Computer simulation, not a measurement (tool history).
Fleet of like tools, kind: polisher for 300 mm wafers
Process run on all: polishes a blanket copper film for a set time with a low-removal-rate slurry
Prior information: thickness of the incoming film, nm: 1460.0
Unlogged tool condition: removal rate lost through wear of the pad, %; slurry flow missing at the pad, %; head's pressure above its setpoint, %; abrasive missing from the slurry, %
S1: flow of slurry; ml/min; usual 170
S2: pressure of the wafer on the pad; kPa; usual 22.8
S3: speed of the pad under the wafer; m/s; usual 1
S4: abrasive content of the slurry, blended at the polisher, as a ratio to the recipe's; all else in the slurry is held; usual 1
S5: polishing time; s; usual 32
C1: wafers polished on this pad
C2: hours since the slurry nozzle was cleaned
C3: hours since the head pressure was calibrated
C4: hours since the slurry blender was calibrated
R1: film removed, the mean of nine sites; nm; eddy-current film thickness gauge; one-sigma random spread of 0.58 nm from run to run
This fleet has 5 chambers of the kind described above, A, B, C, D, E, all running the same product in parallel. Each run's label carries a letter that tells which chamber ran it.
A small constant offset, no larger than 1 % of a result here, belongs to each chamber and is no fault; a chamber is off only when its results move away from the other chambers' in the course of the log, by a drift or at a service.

Run 1D, hour 5.8: usual settings; C1 411; C2 450.9; C3 1276.5; C4 313.5. Result: R1 90.027 nm.
At hour 11.4: chamber A: slurry blender recalibrated.
At hour 11.8: chamber C: worn pad replaced by a new one.
Run 2C, hour 12.9: usual settings; C1 17; C2 486.9; C3 664.7; C4 186. Result: R1 90.002 nm.
At hour 15.7: chamber D: head pressure recalibrated.
Run 3B, hour 19.6: usual settings; C1 959; C2 323.2; C3 269.7; C4 359.6. Result: R1 91.212 nm.
At hour 26: chamber B: worn pad replaced by a new one.
Run 4E, hour 27.9: usual settings; C1 544; C2 76.6; C3 561.7; C4 138.9. Result: R1 89.862 nm.
Run 5A, hour 35.7: usual settings; C1 599; C2 463.3; C3 310.9; C4 24.4. Result: R1 91.517 nm.
Run 6C, hour 42.4: usual settings; C1 437; C2 516.4; C3 694.2; C4 215.5. Result: R1 90.882 nm.
Run 7E, hour 51.6: usual settings; C1 882; C2 100.3; C3 585.4; C4 162.6. Result: R1 91.219 nm.
At hour 56.4: chamber E: worn pad replaced by a new one.
Run 8D, hour 59.7: usual settings but S3 1.24 m/s; C1 1179; C2 504.8; C3 44.1; C4 367.4. Result: R1 110.32 nm.
At hour 61.8: chamber A: worn pad replaced by a new one.
Run 9A, hour 65: usual settings but S3 1.24 m/s; C1 46; C2 492.6; C3 340.2; C4 53.7. Result: R1 112.05 nm.
At hour 68.6: chamber D: slurry nozzle cleaned.
At hour 69.1: chamber D: worn pad replaced by a new one.
Run 10B, hour 70.8: usual settings but S3 1.24 m/s; C1 639; C2 374.4; C3 320.9; C4 410.8. Result: R1 111.67 nm.
Run 11C, hour 78.6: usual settings but S3 1.24 m/s; C1 953; C2 552.6; C3 730.4; C4 251.7. Result: R1 112.86 nm.
At hour 84.3: chamber C: worn pad replaced by a new one.
At hour 87.2: chamber C: slurry nozzle cleaned.
Run 12D, hour 87.2: usual settings but S3 1.24 m/s; C1 258; C2 18.7; C3 71.6; C4 394.9. Result: R1 111.56 nm.
At hour 95.7: chamber B: worn pad replaced by a new one.
Run 13B, hour 96.9: usual settings; C1 17; C2 400.5; C3 347; C4 436.9. Result: R1 89.309 nm.
Run 14A, hour 101.4: usual settings; C1 565; C2 529; C3 376.6; C4 90.1. Result: R1 91.287 nm.
Run 15E, hour 106.9: usual settings; C1 721; C2 155.6; C3 640.7; C4 217.9. Result: R1 88.632 nm.
Run 16E, hour 113.4: usual settings; C1 813; C2 162.1; C3 647.2; C4 224.4. Result: R1 89.658 nm.
Run 17A, hour 118: usual settings; C1 802; C2 545.6; C3 393.2; C4 106.7. Result: R1 90.265 nm.
At hour 123.6: chamber A: worn pad replaced by a new one.
At hour 125.4: chamber B: slurry blender recalibrated.
Run 18D, hour 125.7: usual settings; C1 807; C2 57.2; C3 110.1; C4 433.4. Result: R1 90.409 nm.
At hour 125.8: chamber E: worn pad replaced by a new one.
At hour 132.4: chamber D: slurry blender recalibrated.
Run 19B, hour 134.7: usual settings; C1 556; C2 438.3; C3 384.8; C4 9.4. Result: R1 90.443 nm.
At hour 137.1: chamber B: slurry nozzle cleaned.
Run 20C, hour 142.3: usual settings; C1 827; C2 55.1; C3 794.1; C4 315.4. Result: R1 89.635 nm.
At hour 149: chamber A: slurry blender recalibrated.
Run 21E, hour 151.1: usual settings but S1 220 ml/min, S3 0.8 m/s; C1 362; C2 199.8; C3 684.9; C4 262.1. Result: R1 73.391 nm.
Run 22C, hour 156.4: usual settings but S1 220 ml/min, S3 0.8 m/s; C1 1028; C2 69.2; C3 808.2; C4 329.5. Result: R1 74.457 nm.
At hour 156.8: chamber D: worn pad replaced by a new one.
At hour 164.4: chamber B: worn pad replaced by a new one.
Run 23B, hour 165.4: usual settings but S1 220 ml/min, S3 0.8 m/s; C1 14; C2 28.3; C3 415.5; C4 40.1. Result: R1 74.682 nm.
At hour 166.1: chamber C: worn pad replaced by a new one.
Run 24D, hour 169.7: usual settings but S1 220 ml/min, S3 0.8 m/s; C1 185; C2 101.2; C3 154.1; C4 37.3. Result: R1 73.681 nm.
Run 25A, hour 177.6: usual settings but S1 220 ml/min, S3 0.8 m/s; C1 770; C2 605.2; C3 452.8; C4 28.6. Result: R1 75.346 nm.
Run 26A, hour 184.5: usual settings; C1 869; C2 612.1; C3 459.7; C4 35.5. Result: R1 89.638 nm.
At hour 188.7: chamber A: worn pad replaced by a new one.
At hour 189.3: chamber E: worn pad replaced by a new one.
Run 27C, hour 191.8: usual settings; C1 367; C2 104.6; C3 843.6; C4 364.9. Result: R1 90.718 nm.
Run 28E, hour 201.1: usual settings; C1 169; C2 249.8; C3 734.9; C4 312.1. Result: R1 88.435 nm.
Run 29B, hour 208.2: usual settings; C1 625; C2 71.1; C3 458.3; C4 82.9. Result: R1 90.987 nm.
Run 30D, hour 215.8: usual settings; C1 842; C2 147.3; C3 200.2; C4 83.4. Result: R1 90.717 nm.
Run 31D, hour 222.2: usual settings; C1 933; C2 153.7; C3 206.6; C4 89.8. Result: R1 88.733 nm.
Run 32C, hour 226.7: usual settings; C1 864; C2 139.5; C3 878.5; C4 399.8. Result: R1 90.795 nm.
Run 33B, hour 232.9: usual settings; C1 977; C2 95.8; C3 483; C4 107.6. Result: R1 90.751 nm.
At hour 233: chamber D: worn pad replaced by a new one.
At hour 238.5: chamber B: worn pad replaced by a new one.
Run 34E, hour 239.3: usual settings; C1 713; C2 288; C3 773.1; C4 350.3. Result: R1 87.551 nm.
Run 35A, hour 246.2: usual settings; C1 820; C2 673.8; C3 521.4; C4 97.2. Result: R1 90.813 nm.
At hour 250.4: chamber C: worn pad replaced by a new one.
Run 36C, hour 251.4: usual settings but S2 17.9 kPa; C1 14; C2 164.2; C3 903.2; C4 424.5. Result: R1 72.313 nm.
At hour 252.2: chamber A: worn pad replaced by a new one.
At hour 255.3: chamber E: worn pad replaced by a new one.
Run 37E, hour 258.1: usual settings but S2 17.9 kPa; C1 40; C2 306.8; C3 791.9; C4 369.1. Result: R1 68.822 nm.
Run 38A, hour 266.9: usual settings but S2 17.9 kPa; C1 209; C2 694.5; C3 542.1; C4 117.9. Result: R1 71.177 nm.
Run 39B, hour 273.5: usual settings but S2 17.9 kPa; C1 500; C2 136.4; C3 523.6; C4 148.2. Result: R1 70.998 nm.
Run 40D, hour 280.6: usual settings but S2 17.9 kPa; C1 679; C2 212.1; C3 265; C4 148.2. Result: R1 70.959 nm.
Run 41C, hour 285.1: usual settings; C1 495; C2 197.9; C3 936.9; C4 458.2. Result: R1 90.778 nm.
Run 42B, hour 290.8: usual settings; C1 747; C2 153.7; C3 540.9; C4 165.5. Result: R1 89.63 nm.
At hour 293.8: chamber A: slurry blender recalibrated.
Run 43D, hour 298.1: usual settings; C1 928; C2 229.6; C3 282.5; C4 165.7. Result: R1 90.15 nm.
At hour 301.9: chamber A: slurry nozzle cleaned.
Run 44A, hour 303: usual settings; C1 724; C2 1.2; C3 578.2; C4 9.3. Result: R1 90.378 nm.

For the next run the whole fleet of 5 chambers uses the same settings. Give each chamber's results:
Run 45A, hour 310.1: usual settings. Result: R1 ?.
Run 45B, hour 310.1: usual settings. Result: R1 ?.
Run 45C, hour 310.1: usual settings. Result: R1 ?.
Run 45D, hour 310.1: usual settings. Result: R1 ?.
Run 45E, hour 310.1: usual settings. Result: R1 ?.

run      R1
45A  90.149
45B  91.241
45C  89.919
45D  89.825
45E  85.641
